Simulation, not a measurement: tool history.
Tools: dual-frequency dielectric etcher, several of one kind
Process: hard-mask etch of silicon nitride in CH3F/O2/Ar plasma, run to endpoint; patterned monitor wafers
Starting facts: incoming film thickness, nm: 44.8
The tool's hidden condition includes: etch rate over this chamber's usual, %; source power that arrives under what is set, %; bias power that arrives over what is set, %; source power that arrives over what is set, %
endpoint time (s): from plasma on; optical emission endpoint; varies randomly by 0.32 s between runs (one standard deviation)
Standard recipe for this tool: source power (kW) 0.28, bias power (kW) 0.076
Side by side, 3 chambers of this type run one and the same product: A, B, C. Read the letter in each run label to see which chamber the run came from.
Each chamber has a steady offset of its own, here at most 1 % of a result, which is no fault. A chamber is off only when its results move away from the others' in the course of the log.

run,hour,source power (kW),bias power (kW),hours since the last wet clean,hours since the last source power generator calibration,hours since the last bias power generator calibration,endpoint time (s)
1A,5.3,0.28,0.076,94.9,896.5,1052.4,73.073
2C,9.2,0.28,0.076,28.4,5171.2,1586.8,73.477
3B,12.5,0.28,0.076,339.6,588.9,1302.2,72.773
4A,16.4,0.28,0.076,106,907.6,1063.5,72.884
5B,23.4,0.28,0.076,350.5,599.8,1313.1,73.326
6C,29.8,0.28,0.076,49,5191.8,1607.4,73.766
7B,34,0.28,0.076,361.1,610.4,1323.7,73.158
8A,41,0.28,0.076,130.6,932.2,1088.1,72.693
9C,44.3,0.28,0.076,63.5,5206.3,1621.9,72.746
10A,51,0.28,0.076,140.6,942.2,1098.1,72.245
11C,55.5,0.28,0.076,74.7,5217.5,1633.1,73.662
12B,60.5,0.28,0.076,387.6,636.9,1350.2,72.949
13A,64.8,0.28,0.076,154.4,956,1111.9,72.496
14C,68,0.28,0.076,87.2,5230,1645.6,73.55
15B,73.2,0.28,0.076,400.3,649.6,1362.9,72.799
16B,79,0.28,0.076,406.1,655.4,1368.7,72.679
17A,85.3,0.25,0.059,174.9,976.5,1132.4,83.234
18C,91.1,0.25,0.059,110.3,5253.1,1668.7,83.325
19A,96.4,0.25,0.059,186,987.6,1143.5,82.4
20B,102.9,0.31,0.076,430,679.3,1392.6,69.008
21C,110.1,0.31,0.076,129.3,5272.1,1687.7,70.722
22C,116.5,0.31,0.076,135.7,5278.5,1694.1,70.746
23B,123.5,0.28,0.076,450.6,699.9,1413.2,71.21
24A,130.8,0.28,0.076,220.4,1022,1177.9,72.769
25B,135.9,0.28,0.076,463,712.3,1425.6,71.501
26C,143.2,0.28,0.076,162.4,5305.2,1720.8,73.648
27A,149.7,0.28,0.076,239.3,1040.9,1196.8,72.979
28A,157.1,0.28,0.076,246.7,1048.3,1204.2,72.35
29C,163.3,0.28,0.076,182.5,5325.3,1740.9,73.519
30B,170.3,0.28,0.058,497.4,746.7,1460,77.37
31C,175.7,0.28,0.058,194.9,5337.7,1753.3,80.67
32B,182.8,0.28,0.058,509.9,759.2,1472.5,77.138
33A,189.3,0.25,0.063,278.9,1080.5,1236.4,81.291

Next, all 3 chambers run the settings below, one line each with question marks for the results. What does each chamber give?
34A,194.7,0.28,0.059,,,,?
34B,194.7,0.28,0.059,,,,?
34C,194.7,0.28,0.059,,,,?

run,endpoint time (s)
34A,79.357
34B,76.397
34C,80.724
